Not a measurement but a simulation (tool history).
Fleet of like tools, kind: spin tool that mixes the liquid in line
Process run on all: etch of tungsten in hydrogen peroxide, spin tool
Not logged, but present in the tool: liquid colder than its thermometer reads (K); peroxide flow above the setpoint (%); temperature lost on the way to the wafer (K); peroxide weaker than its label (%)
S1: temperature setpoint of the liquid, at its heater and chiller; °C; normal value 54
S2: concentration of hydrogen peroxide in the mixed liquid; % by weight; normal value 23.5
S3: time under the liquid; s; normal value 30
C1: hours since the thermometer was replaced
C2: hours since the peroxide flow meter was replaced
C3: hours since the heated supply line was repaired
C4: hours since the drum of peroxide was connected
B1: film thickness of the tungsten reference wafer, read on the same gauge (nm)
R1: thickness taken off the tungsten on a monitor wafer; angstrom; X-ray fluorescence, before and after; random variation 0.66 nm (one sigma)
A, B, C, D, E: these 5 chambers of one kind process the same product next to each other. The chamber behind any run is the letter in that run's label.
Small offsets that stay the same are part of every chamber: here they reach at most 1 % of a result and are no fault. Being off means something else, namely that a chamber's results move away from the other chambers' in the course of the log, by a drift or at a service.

| run | day | S1 | S2 | S3 | C1 | C2 | C3 | C4 | B1 | R1 |
|---|---|---|---|---|---|---|---|---|---|---|
| 1A | 0.446 | 54 | 23.5 | 30 | 410.8 | 467.2 | 1548.4 | 540.6 | 29.988 | 774.3 |
| 2D | 0.75 | 54 | 23.5 | 30 | 2444.8 | 510 | 3059.2 | 384.9 | 30.021 | 784.65 |
| 3B | 1.071 | 54 | 23.5 | 30 | 817.4 | 1629.7 | 1222.6 | 163.5 | 30.026 | 781.49 |
|  | 1.212 | chamber A: peroxide flow meter replaced |
| 4E | 1.538 | 54 | 23.5 | 30 | 231.5 | 806.1 | 1187.8 | 616.8 | 29.993 | 780.27 |
|  | 1.579 | chamber B: peroxide flow meter replaced |
| 5C | 1.762 | 54 | 23.5 | 30 | 1790.9 | 617.8 | 446.9 | 942.2 | 30.015 | 776.18 |
| 6E | 2.067 | 54 | 23.5 | 30 | 244.2 | 818.8 | 1200.5 | 629.5 | 29.992 | 781.65 |
| 7D | 2.542 | 54 | 23.5 | 30 | 2487.8 | 553 | 3102.2 | 427.9 | 29.966 | 779.78 |
| 8C | 2.95 | 54 | 23.5 | 30 | 1819.4 | 646.3 | 475.4 | 970.7 | 30.013 | 782.61 |
| 9A | 3.342 | 54 | 23.5 | 30 | 480.3 | 51.2 | 1617.9 | 610.1 | 30.011 | 792.74 |
| 10B | 3.792 | 54 | 23.5 | 30 | 882.7 | 53.2 | 1287.9 | 228.8 | 30.008 | 774.77 |
|  | 3.954 | chamber D: thermometer replaced |
|  | 4.212 | chamber D: new drum of peroxide connected |
| 11D | 4.212 | 54 | 23.5 | 30 | 6.2 | 593.1 | 3142.3 | 0.1 | 30.023 | 784.26 |
|  | 4.562 | chamber C: new drum of peroxide connected |
| 12B | 4.692 | 54 | 23.5 | 30 | 904.3 | 74.8 | 1309.5 | 250.4 | 29.992 | 780.63 |
| 13C | 5.192 | 54 | 23.5 | 30 | 1873.2 | 700.1 | 529.2 | 15.2 | 30.016 | 778.59 |
| 14A | 5.521 | 54 | 23.5 | 30 | 532.6 | 103.5 | 1670.2 | 662.4 | 30.024 | 779.89 |
| 15E | 5.762 | 54 | 23.5 | 30 | 332.9 | 907.5 | 1289.2 | 718.2 | 29.999 | 782.95 |
| 16A | 6.054 | 54 | 23.5 | 30 | 545.4 | 116.3 | 1683 | 675.2 | 30.028 | 782.61 |
| 17E | 6.279 | 54 | 23.5 | 30 | 345.3 | 919.9 | 1301.6 | 730.6 | 29.994 | 780.37 |
| 18D | 6.788 | 54 | 23.5 | 30 | 68 | 654.9 | 3204.1 | 61.9 | 29.998 | 784.99 |
| 19B | 7.146 | 54 | 23.5 | 30 | 963.2 | 133.7 | 1368.4 | 309.3 | 30.027 | 781.64 |
| 20C | 7.525 | 54 | 23.5 | 30 | 1929.2 | 756.1 | 585.2 | 71.2 | 30.042 | 762.09 |
| 21E | 7.85 | 50.5 | 19.5 | 30 | 383 | 957.6 | 1339.3 | 768.3 | 30.008 | 576.53 |
| 22B | 8.35 | 50.5 | 19.5 | 30 | 992.1 | 162.6 | 1397.3 | 338.2 | 30.03 | 582.85 |
| 23A | 8.575 | 50.5 | 19.5 | 30 | 605.9 | 176.8 | 1743.5 | 735.7 | 29.997 | 561.63 |
| 24C | 9.079 | 50.5 | 19.5 | 30 | 1966.5 | 793.4 | 622.5 | 108.5 | 29.996 | 575.27 |
| 25D | 9.308 | 50.5 | 19.5 | 30 | 128.5 | 715.4 | 3264.6 | 122.4 | 29.988 | 579.23 |
| 26E | 9.783 | 54 | 23.5 | 30 | 429.4 | 1004 | 1385.7 | 814.7 | 30.013 | 778.97 |
| 27C | 10.083 | 58.5 | 18 | 30 | 1990.6 | 817.5 | 646.6 | 132.6 | 30.011 | 876.36 |
| 28B | 10.433 | 58.5 | 18 | 30 | 1042.1 | 212.6 | 1447.3 | 388.2 | 30.009 | 891.78 |
| 29D | 10.796 | 58.5 | 18 | 30 | 164.2 | 751.1 | 3300.3 | 158.1 | 30.02 | 892.36 |
| 30A | 11.262 | 58.5 | 18 | 30 | 670.4 | 241.3 | 1808 | 800.2 | 30.007 | 832.33 |
| 31D | 11.562 | 58.5 | 18 | 30 | 182.6 | 769.5 | 3318.7 | 176.5 | 29.987 | 896.96 |
| 32C | 11.962 | 54 | 23.5 | 30 | 2035.7 | 862.6 | 691.7 | 177.7 | 30.003 | 774.58 |
| 33E | 12.192 | 54 | 23.5 | 30 | 487.2 | 1061.8 | 1443.5 | 872.5 | 30.008 | 782.75 |
| 34B | 12.488 | 57.5 | 23.5 | 20 | 1091.4 | 261.9 | 1496.6 | 437.5 | 30.003 | 647.4 |
| 35A | 12.733 | 57.5 | 23.5 | 20 | 705.7 | 276.6 | 1843.3 | 835.5 | 30.004 | 580.65 |
| 36B | 13.117 | 57.5 | 23.5 | 20 | 1106.5 | 277 | 1511.7 | 452.6 | 30.013 | 637.32 |
|  | 13.425 | chamber A: new drum of peroxide connected |
| 37A | 13.492 | 57.5 | 23.5 | 20 | 723.9 | 294.8 | 1861.5 | 1.6 | 29.998 | 588.84 |
| 38E | 13.838 | 57.5 | 23.5 | 20 | 526.7 | 1101.3 | 1483 | 912 | 29.966 | 639.81 |
|  | 14.208 | chamber C: heated supply line repaired |
| 39C | 14.275 | 54 | 23.5 | 30 | 2091.2 | 918.1 | 1.7 | 233.2 | 30.024 | 784.31 |
| 40D | 14.575 | 54 | 23.5 | 30 | 254.9 | 841.8 | 3391 | 248.8 | 30.03 | 788.36 |

Next, every chamber runs the same settings. What will each give?
| 41A | 14.942 | 54 | 23.5 | 20 |  |  |  |  |  | ? |
| 41B | 14.942 | 54 | 23.5 | 20 |  |  |  |  |  | ? |
| 41C | 14.942 | 54 | 23.5 | 20 |  |  |  |  |  | ? |
| 41D | 14.942 | 54 | 23.5 | 20 |  |  |  |  |  | ? |
| 41E | 14.942 | 54 | 23.5 | 20 |  |  |  |  |  | ? |

| run | R1 |
|---|---|
| 41A | 463.25 |
| 41B | 521.16 |
| 41C | 526.11 |
| 41D | 528.34 |
| 41E | 521.84 |
